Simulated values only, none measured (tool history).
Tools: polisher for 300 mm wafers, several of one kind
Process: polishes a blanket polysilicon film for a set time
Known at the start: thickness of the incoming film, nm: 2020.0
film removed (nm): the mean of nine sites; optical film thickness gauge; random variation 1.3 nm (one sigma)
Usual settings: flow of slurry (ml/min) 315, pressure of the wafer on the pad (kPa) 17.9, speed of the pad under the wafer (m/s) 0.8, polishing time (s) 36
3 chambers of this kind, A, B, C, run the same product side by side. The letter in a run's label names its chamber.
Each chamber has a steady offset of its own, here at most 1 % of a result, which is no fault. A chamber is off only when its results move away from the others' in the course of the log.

run   hour  flow of slurry (ml/min)  pressure of the wafer on the pad (kPa)  speed of the pad under the wafer (m/s)  polishing time (s)  film removed (nm)
 1A   10.5                      315                                    17.9                                     0.8                  36             185.28
      12.6  -- chamber B: worn pad replaced by a new one
      16.2  -- chamber A: worn pad replaced by a new one
 2B   20.2                      315                                    17.9                                     0.8                  36             182.63
 3C   27.9                      315                                    17.9                                     0.8                  36             184.66
 4A     33                      315                                    17.9                                     0.8                  36             184.96
 5C   40.8                      315                                    17.9                                     0.8                  36             183.95
 6B   49.8                      315                                    17.9                                     0.8                  36             182.67
 7B   55.4                      315                                    17.9                                     0.8                  36             182.26
 8C   63.3                      315                                    17.9                                     0.8                  36             185.68
 9A   71.4                      315                                    17.9                                     0.8                  36             187.03
10C   77.2                      370                                    17.9                                    0.66                  36             152.63
        79  -- chamber A: worn pad replaced by a new one
      82.2  -- chamber B: worn pad replaced by a new one
11A   83.7                      370                                    17.9                                    0.66                  36              154.8
12B   89.1                      370                                    17.9                                    0.66                  36             155.58
13C   98.7                      315                                    17.9                                     0.8                  36             183.24
14A    110                      315                                    17.9                                     0.8                  36             186.14
15B  116.6                      315                                    17.9                                     0.8                  36              183.5
16A  122.5                      315                                    17.9                                     0.8                  36             184.34
17B  132.8                      315                                    17.9                                     0.8                  36             183.35
     138.5  -- chamber C: slurry nozzle cleaned
18C  140.3                      315                                    17.9                                     0.8                  36             183.18
     144.9  -- chamber A: worn pad replaced by a new one
19B  147.7                      315                                    17.9                                     0.8                  36             182.28
     148.6  -- chamber B: worn pad replaced by a new one
20C  157.7                      315                                    17.9                                     0.8                  36             183.52
     164.3  -- chamber A: slurry nozzle cleaned
21A  167.3                      315                                    17.9                                     0.8                  36             184.79
22A  177.3                      315                                    17.9                                     0.8                  36             186.21
23C  183.7                      315                                    17.9                                     0.8                  36             181.29
24B  193.8                      315                                    17.9                                     0.8                  36             182.86
25A  201.1                      315                                    17.9                                     0.8                  36              186.3
26B  207.3                      315                                    17.9                                     0.8                  36             182.12
27C  214.4                      315                                    17.9                                     0.8                  36             180.81
28C  219.9                      315                                    17.9                                     0.8                  36             180.27
     220.3  -- chamber A: worn pad replaced by a new one
     221.5  -- chamber B: worn pad replaced by a new one
29A  230.7                      315                                    17.9                                     0.8                  36             183.24
30B  239.5                      315                                    17.9                                     0.8                  36             184.56
31B  245.6                      315                                    17.9                                     0.8                  36             182.71
32C  251.2                      315                                    17.9                                     0.8                  36             179.19
33A  257.2                      315                                    17.9                                     0.8                  36              185.5
34B  263.8                      315                                    17.9                                     0.8                  36             184.39
35C  268.9                      315                                    17.9                                     0.8                  36             178.52
36A  277.9                      315                                    17.9                                     0.8                  36             185.78
     283.3  -- chamber B: slurry nozzle cleaned
     286.5  -- chamber A: worn pad replaced by a new one
37B  286.9                      315                                    17.9                                     0.8                  36              181.1
     287.4  -- chamber B: worn pad replaced by a new one
38A  295.7                      315                                    17.9                                    1.02                  36             238.86
39C  306.6                      315                                    17.9                                    1.02                  36             225.85
40A  318.2                      315                                    17.9                                    1.02                  36             234.94
     323.4  -- chamber B: head pressure recalibrated
41B  326.7                      315                                    13.1                                     0.8                  44             162.49
42C  331.9                      315                                    13.1                                     0.8                  44             157.64
43B  338.6                      315                                    13.1                                     0.8                  44             161.24
44C  345.8                      315                                    17.9                                     0.8                  36             172.97

What goes on in this fleet: one chamber off, a drifting gauge, or nothing beyond the chambers' own small offsets? Name the chamber and the cause, if any.

Chamber C drifts away from the others.
Cause: removal rate lost through wear of the pad, % = 4.77.
The log may not tell that from: head's pressure below its setpoint, %.

Here are 4 candidates for chamber C's next run, each the usual settings with a change, their results left as question marks. Which one brings its results back in line with what the others give on the usual settings?
In line means no further than this from the other chambers' mean on the usual settings: film removed (nm) 4.6
45C-1  354.2                      315                                    17.9                                    0.78                  35                  ?
45C-2  354.2                      350                                    17.9                                     0.8                  36                  ?
45C-3  354.2                      280                                    17.9                                     0.8                  36                  ?
45C-4  354.2                      315                                    17.9                                    0.82                  37                  ?

The other chambers' mean on the usual settings: film removed (nm) 184.39
  run  film removed (nm)
45C-1             164.82
45C-2             175.49
45C-3             172.03
45C-4             183.31
45C-4 brings the chamber back in line.
